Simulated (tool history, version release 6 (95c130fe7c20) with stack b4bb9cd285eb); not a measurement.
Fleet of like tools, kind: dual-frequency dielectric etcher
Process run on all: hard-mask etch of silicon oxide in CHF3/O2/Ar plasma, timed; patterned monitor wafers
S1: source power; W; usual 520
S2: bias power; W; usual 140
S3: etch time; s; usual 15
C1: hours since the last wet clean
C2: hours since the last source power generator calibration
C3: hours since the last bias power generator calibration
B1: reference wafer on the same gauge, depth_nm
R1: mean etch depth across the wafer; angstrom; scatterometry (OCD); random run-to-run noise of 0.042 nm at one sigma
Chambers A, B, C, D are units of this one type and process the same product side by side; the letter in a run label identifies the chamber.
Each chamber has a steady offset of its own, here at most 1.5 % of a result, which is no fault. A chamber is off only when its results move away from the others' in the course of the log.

| run | day | S1 | S2 | S3 | C1 | C2 | C3 | B1 | R1 |
|---|---|---|---|---|---|---|---|---|---|
| 1D | 0.158 | 520 | 140 | 15 | 269.3 | 332.7 | 1233.4 | 30.995 | 256.16 |
| 2A | 0.354 | 520 | 140 | 15 | 319.3 | 468.6 | 1801.7 | 30.984 | 258.02 |
| 3C | 0.583 | 520 | 140 | 15 | 296.5 | 2950.1 | 132.5 | 30.967 | 258.23 |
| 4B | 0.712 | 520 | 140 | 15 | 476.4 | 1883.5 | 3938.4 | 30.975 | 259.11 |
| 5C | 0.908 | 520 | 140 | 15 | 304.3 | 2957.9 | 140.3 | 30.959 | 258.6 |
| 6A | 1.046 | 520 | 140 | 15 | 335.9 | 485.2 | 1818.3 | 30.949 | 257.58 |
| 7D | 1.217 | 520 | 140 | 15 | 294.7 | 358.1 | 1258.8 | 30.934 | 255.6 |
| 8B | 1.446 | 520 | 140 | 15 | 494 | 1901.1 | 3956 | 30.922 | 258.06 |
| 9D | 1.646 | 520 | 140 | 15 | 305 | 368.4 | 1269.1 | 30.918 | 254.41 |
| 10A | 1.758 | 430 | 140 | 15 | 353 | 502.3 | 1835.4 | 30.925 | 239.14 |
| 11C | 1.975 | 430 | 140 | 15 | 329.9 | 2983.5 | 165.9 | 30.911 | 240.06 |
| 12B | 2.175 | 430 | 140 | 15 | 511.5 | 1918.6 | 3973.5 | 30.894 | 239.34 |
| 13A | 2.321 | 430 | 140 | 15 | 366.5 | 515.8 | 1848.9 | 30.891 | 239.23 |
| 14C | 2.475 | 520 | 140 | 15 | 341.9 | 2995.5 | 177.9 | 30.887 | 257.11 |
| 15D | 2.7 | 520 | 140 | 15 | 330.3 | 393.7 | 1294.4 | 30.881 | 254.18 |
| 16B | 2.888 | 420 | 120 | 15 | 528.6 | 1935.7 | 3990.6 | 30.855 | 225.6 |
| 17C | 3.088 | 420 | 120 | 15 | 356.6 | 3010.2 | 192.6 | 30.859 | 225.53 |
|  | 3.162 | chamber A: wet clean of the chamber |
| 18B | 3.338 | 420 | 120 | 15 | 539.4 | 1946.5 | 4001.4 | 30.853 | 225.24 |
| 19A | 3.575 | 420 | 120 | 15 | 10 | 545.9 | 1879 | 30.835 | 225.64 |
|  | 3.608 | chamber D: wet clean of the chamber |
| 20D | 3.825 | 520 | 140 | 15 | 5.2 | 420.7 | 1321.4 | 30.837 | 254.37 |
| 21A | 4.008 | 520 | 140 | 15 | 20.4 | 556.3 | 1889.4 | 30.825 | 257.04 |
| 22D | 4.179 | 520 | 114 | 17 | 13.7 | 429.2 | 1329.9 | 30.807 | 269.32 |
| 23C | 4.379 | 520 | 114 | 17 | 387.6 | 3041.2 | 223.6 | 30.811 | 273.27 |
| 24B | 4.504 | 520 | 114 | 17 | 567.4 | 1974.5 | 4029.4 | 30.799 | 273.01 |

Is one chamber off against the others, does the gauge drift, or is nothing wrong? If a chamber is off, say which, and what the likeliest cause is.

It is the gauge, not a chamber: its drift shows up in every chamber's results at once, and no chamber is off.
Most likely cause: gauge reads low (%) = 0.684.
